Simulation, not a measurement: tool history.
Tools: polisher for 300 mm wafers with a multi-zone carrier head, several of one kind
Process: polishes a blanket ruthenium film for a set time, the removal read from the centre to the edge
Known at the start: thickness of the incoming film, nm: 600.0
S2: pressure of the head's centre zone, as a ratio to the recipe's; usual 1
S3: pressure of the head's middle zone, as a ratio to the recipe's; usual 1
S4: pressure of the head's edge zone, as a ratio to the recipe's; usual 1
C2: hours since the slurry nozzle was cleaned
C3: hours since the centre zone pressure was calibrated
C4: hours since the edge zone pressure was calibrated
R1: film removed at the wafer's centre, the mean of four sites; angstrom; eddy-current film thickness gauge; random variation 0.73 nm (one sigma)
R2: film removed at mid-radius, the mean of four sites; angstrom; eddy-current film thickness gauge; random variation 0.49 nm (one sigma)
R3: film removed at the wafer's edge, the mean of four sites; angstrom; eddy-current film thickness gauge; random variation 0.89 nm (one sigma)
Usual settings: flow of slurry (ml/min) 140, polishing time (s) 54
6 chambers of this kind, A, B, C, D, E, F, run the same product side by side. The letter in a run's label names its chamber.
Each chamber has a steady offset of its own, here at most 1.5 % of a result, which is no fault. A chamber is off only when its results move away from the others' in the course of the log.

Run 1A, day 0.338: usual settings; wafers polished on this pad 1220; C2 292.2; C3 564.7; C4 793. Result: R1 659.45 angstrom, R2 653.23 angstrom, R3 649.01 angstrom.
At day 0.421: chamber F: worn pad replaced by a new one.
At day 0.471: chamber D: centre zone pressure recalibrated.
At day 0.55: chamber A: worn pad replaced by a new one.
Run 2D, day 0.646: usual settings; wafers polished on this pad 483; C2 346; C3 4.3; C4 183.3. Result: R1 646.72 angstrom, R2 654.39 angstrom, R3 654.75 angstrom.
Run 3C, day 0.808: usual settings; wafers polished on this pad 734; C2 452.5; C3 1357; C4 44.7. Result: R1 667.47 angstrom, R2 638 angstrom, R3 648.17 angstrom.
Run 4E, day 0.975: usual settings; wafers polished on this pad 700; C2 530.6; C3 758.2; C4 195.6. Result: R1 656.66 angstrom, R2 645.71 angstrom, R3 644.6 angstrom.
At day 1.046: chamber E: worn pad replaced by a new one.
At day 1.154: chamber B: worn pad replaced by a new one.
Run 5B, day 1.312: usual settings; wafers polished on this pad 52; C2 573.7; C3 533.4; C4 104.9. Result: R1 644.99 angstrom, R2 653.64 angstrom, R3 650.11 angstrom.
Run 6F, day 1.475: usual settings; wafers polished on this pad 344; C2 162.8; C3 1081.4; C4 816.4. Result: R1 659.6 angstrom, R2 641.96 angstrom, R3 654.73 angstrom.
At day 1.8: chamber C: worn pad replaced by a new one.
Run 7A, day 1.825: usual settings but S2 0.93, S3 0.88; wafers polished on this pad 416; C2 327.9; C3 600.4; C4 828.7. Result: R1 613.79 angstrom, R2 591.09 angstrom, R3 646.66 angstrom.
At day 2.083: chamber A: edge zone pressure recalibrated.
Run 8E, day 2.146: usual settings but S2 0.93, S3 0.88; wafers polished on this pad 359; C2 558.7; C3 786.3; C4 223.7. Result: R1 599.33 angstrom, R2 576.09 angstrom, R3 647.79 angstrom.
Run 9C, day 2.392: usual settings but S2 0.93, S3 0.88; wafers polished on this pad 193; C2 490.5; C3 1395; C4 82.7. Result: R1 605.36 angstrom, R2 572.46 angstrom, R3 643.2 angstrom.
At day 2.525: chamber F: centre zone pressure recalibrated.
Run 10B, day 2.725: usual settings but S2 0.93, S3 0.88; wafers polished on this pad 513; C2 607.6; C3 567.3; C4 138.8. Result: R1 602.85 angstrom, R2 580.59 angstrom, R3 654.12 angstrom.
At day 2.767: chamber F: worn pad replaced by a new one.
At day 2.808: chamber D: worn pad replaced by a new one.
At day 3.033: chamber E: worn pad replaced by a new one.
Run 11F, day 3.058: usual settings but S2 0.93, S3 0.88; wafers polished on this pad 95; C2 200.8; C3 12.8; C4 854.4. Result: R1 598.54 angstrom, R2 582.87 angstrom, R3 642.49 angstrom.
At day 3.308: chamber B: worn pad replaced by a new one.
Run 12D, day 3.354: usual settings but S2 0.93, S3 0.88; wafers polished on this pad 178; C2 411; C3 69.3; C4 248.3. Result: R1 603.63 angstrom, R2 572.98 angstrom, R3 642.05 angstrom.
Run 13C, day 3.692: usual settings; wafers polished on this pad 617; C2 521.7; C3 1426.2; C4 113.9. Result: R1 668.98 angstrom, R2 646.44 angstrom, R3 631.47 angstrom.
Run 14F, day 3.846: usual settings; wafers polished on this pad 352; C2 219.7; C3 31.7; C4 873.3. Result: R1 639.37 angstrom, R2 638.23 angstrom, R3 634.73 angstrom.
At day 3.879: chamber A: worn pad replaced by a new one.
Run 15E, day 4.121: usual settings; wafers polished on this pad 355; C2 606.1; C3 833.7; C4 271.1. Result: R1 649.22 angstrom, R2 645.67 angstrom, R3 659.13 angstrom.
Run 16D, day 4.433: usual settings; wafers polished on this pad 530; C2 436.9; C3 95.2; C4 274.2. Result: R1 657.92 angstrom, R2 651.77 angstrom, R3 649.75 angstrom.
Run 17B, day 4.696: usual settings; wafers polished on this pad 453; C2 654.9; C3 614.6; C4 186.1. Result: R1 643.76 angstrom, R2 655.05 angstrom, R3 647.31 angstrom.
Run 18A, day 4.867: usual settings; wafers polished on this pad 323; C2 400.9; C3 673.4; C4 66.8. Result: R1 662.87 angstrom, R2 652.52 angstrom, R3 661.35 angstrom.
At day 4.904: chamber F: worn pad replaced by a new one.
At day 5.075: chamber E: worn pad replaced by a new one.
Run 19E, day 5.2: usual settings; wafers polished on this pad 41; C2 632; C3 859.6; C4 297. Result: R1 646.47 angstrom, R2 640.46 angstrom, R3 641.12 angstrom.
At day 5.233: chamber F: edge zone pressure recalibrated.
At day 5.296: chamber B: worn pad replaced by a new one.
Run 20D, day 5.454: usual settings but flow of slurry (ml/min) 180; wafers polished on this pad 863; C2 461.4; C3 119.7; C4 298.7. Result: R1 685.41 angstrom, R2 675.21 angstrom, R3 657.71 angstrom.
At day 5.625: chamber C: worn pad replaced by a new one.
Run 21C, day 5.708: usual settings but flow of slurry (ml/min) 180; wafers polished on this pad 28; C2 570.1; C3 1474.6; C4 162.3. Result: R1 701.71 angstrom, R2 685.33 angstrom, R3 663.66 angstrom.
At day 5.758: chamber C: slurry nozzle cleaned.
Run 22F, day 6.025: usual settings but flow of slurry (ml/min) 180; wafers polished on this pad 366; C2 272; C3 84; C4 19.1. Result: R1 644.74 angstrom, R2 656.82 angstrom, R3 645.66 angstrom.
At day 6.029: chamber E: centre zone pressure recalibrated.
Run 23B, day 6.183: usual settings but flow of slurry (ml/min) 180; wafers polished on this pad 290; C2 690.6; C3 650.3; C4 221.8. Result: R1 683.65 angstrom, R2 682.89 angstrom, R3 670.9 angstrom.
Run 24A, day 6.362: usual settings but flow of slurry (ml/min) 180; wafers polished on this pad 811; C2 436.8; C3 709.3; C4 102.7. Result: R1 688.34 angstrom, R2 689.25 angstrom, R3 661.5 angstrom.
At day 6.4: chamber D: worn pad replaced by a new one.
Run 25C, day 6.604: usual settings but flow of slurry (ml/min) 180; wafers polished on this pad 320; C2 20.3; C3 1496.1; C4 183.8. Result: R1 709.32 angstrom, R2 679.22 angstrom, R3 674.95 angstrom.
Run 26D, day 6.788: usual settings but S3 0.96, polishing time (s) 68; wafers polished on this pad 127; C2 493.4; C3 151.7; C4 330.7. Result: R1 812.25 angstrom, R2 789.83 angstrom, R3 818.66 angstrom.
At day 6.792: chamber F: worn pad replaced by a new one.
Run 27A, day 6.958: usual settings but S3 0.96, polishing time (s) 68; wafers polished on this pad 1005; C2 451.1; C3 723.6; C4 117. Result: R1 818.22 angstrom, R2 783.61 angstrom, R3 842.39 angstrom.
At day 7.175: chamber A: worn pad replaced by a new one.
Run 28F, day 7.212: usual settings but S3 0.96, polishing time (s) 68; wafers polished on this pad 137; C2 300.5; C3 112.5; C4 47.6. Result: R1 749.77 angstrom, R2 741.29 angstrom, R3 785.45 angstrom.
At day 7.383: chamber E: worn pad replaced by a new one.
Run 29E, day 7.396: usual settings but S3 0.96, polishing time (s) 68; wafers polished on this pad 4; C2 684.7; C3 32.9; C4 349.7. Result: R1 814.57 angstrom, R2 790.45 angstrom, R3 819.73 angstrom.
At day 7.408: chamber C: centre zone pressure recalibrated.
Run 30B, day 7.567: usual settings but S3 0.96, polishing time (s) 68; wafers polished on this pad 741; C2 723.8; C3 683.5; C4 255. Result: R1 811.77 angstrom, R2 794.26 angstrom, R3 813.64 angstrom.
At day 7.571: chamber B: worn pad replaced by a new one.
Run 31B, day 7.779: usual settings but S3 0.96, polishing time (s) 68; wafers polished on this pad 69; C2 728.9; C3 688.6; C4 260.1. Result: R1 818.84 angstrom, R2 793.44 angstrom, R3 825.51 angstrom.
Run 32D, day 7.933: usual settings; wafers polished on this pad 501; C2 520.9; C3 179.2; C4 358.2. Result: R1 637.77 angstrom, R2 645.84 angstrom, R3 648.83 angstrom.
At day 8.2: chamber D: edge zone pressure recalibrated.
Run 33E, day 8.254: usual settings; wafers polished on this pad 284; C2 705.3; C3 53.5; C4 370.3. Result: R1 638.14 angstrom, R2 646.73 angstrom, R3 648.77 angstrom.
Run 34F, day 8.492: usual settings; wafers polished on this pad 554; C2 331.2; C3 143.2; C4 78.3. Result: R1 592.51 angstrom, R2 599.49 angstrom, R3 633.91 angstrom.
Run 35C, day 8.679: usual settings; wafers polished on this pad 997; C2 70.1; C3 30.5; C4 233.6. Result: R1 656.94 angstrom, R2 644.77 angstrom, R3 643.36 angstrom.
Run 36A, day 8.9: usual settings; wafers polished on this pad 563; C2 497.7; C3 770.2; C4 163.6. Result: R1 663.34 angstrom, R2 658.59 angstrom, R3 657.9 angstrom.
At day 9.15: chamber F: worn pad replaced by a new one.
Run 37E, day 9.242: usual settings; wafers polished on this pad 607; C2 729; C3 77.2; C4 394. Result: R1 656.82 angstrom, R2 643.21 angstrom, R3 667.21 angstrom.
At day 9.325: chamber C: worn pad replaced by a new one.
Run 38D, day 9.483: usual settings but S4 1.11; wafers polished on this pad 1007; C2 558.1; C3 216.4; C4 30.8. Result: R1 644.27 angstrom, R2 638.93 angstrom, R3 692.73 angstrom.
Run 39A, day 9.638: usual settings but S4 1.11; wafers polished on this pad 804; C2 515.4; C3 787.9; C4 181.3. Result: R1 667.98 angstrom, R2 658.04 angstrom, R3 693.35 angstrom.
At day 9.954: chamber B: worn pad replaced by a new one.
Run 40F, day 9.954: usual settings but S4 1.11; wafers polished on this pad 263; C2 366.3; C3 178.3; C4 113.4. Result: R1 573.02 angstrom, R2 578.28 angstrom, R3 638.52 angstrom.
Run 41C, day 10.204: usual settings but S4 1.11; wafers polished on this pad 287; C2 106.7; C3 67.1; C4 270.2. Result: R1 656.02 angstrom, R2 641.65 angstrom, R3 671.65 angstrom.
Run 42B, day 10.4: usual settings but S4 1.11; wafers polished on this pad 145; C2 791.8; C3 751.5; C4 323. Result: R1 647.71 angstrom, R2 650.76 angstrom, R3 687 angstrom.
Run 43C, day 10.617: usual settings but S4 1.11; wafers polished on this pad 421; C2 116.6; C3 77; C4 280.1. Result: R1 661.81 angstrom, R2 644.37 angstrom, R3 690.27 angstrom.

Next, every chamber runs the same settings. What will each give?
Run 44A, day 10.867: usual settings. Result: R1 ?, R2 ?, R3 ?.
Run 44B, day 10.867: usual settings. Result: R1 ?, R2 ?, R3 ?.
Run 44C, day 10.867: usual settings. Result: R1 ?, R2 ?, R3 ?.
Run 44D, day 10.867: usual settings. Result: R1 ?, R2 ?, R3 ?.
Run 44E, day 10.867: usual settings. Result: R1 ?, R2 ?, R3 ?.
Run 44F, day 10.867: usual settings. Result: R1 ?, R2 ?, R3 ?.

run      R1      R2      R3
44A  658.45  653.57  654.16
44B   645.8  650.34  661.09
44C  674.33  652.35  640.25
44D  651.41  652.47  647.47
44E  639.26  643.73  653.89
44F   554.1  569.78  590.33
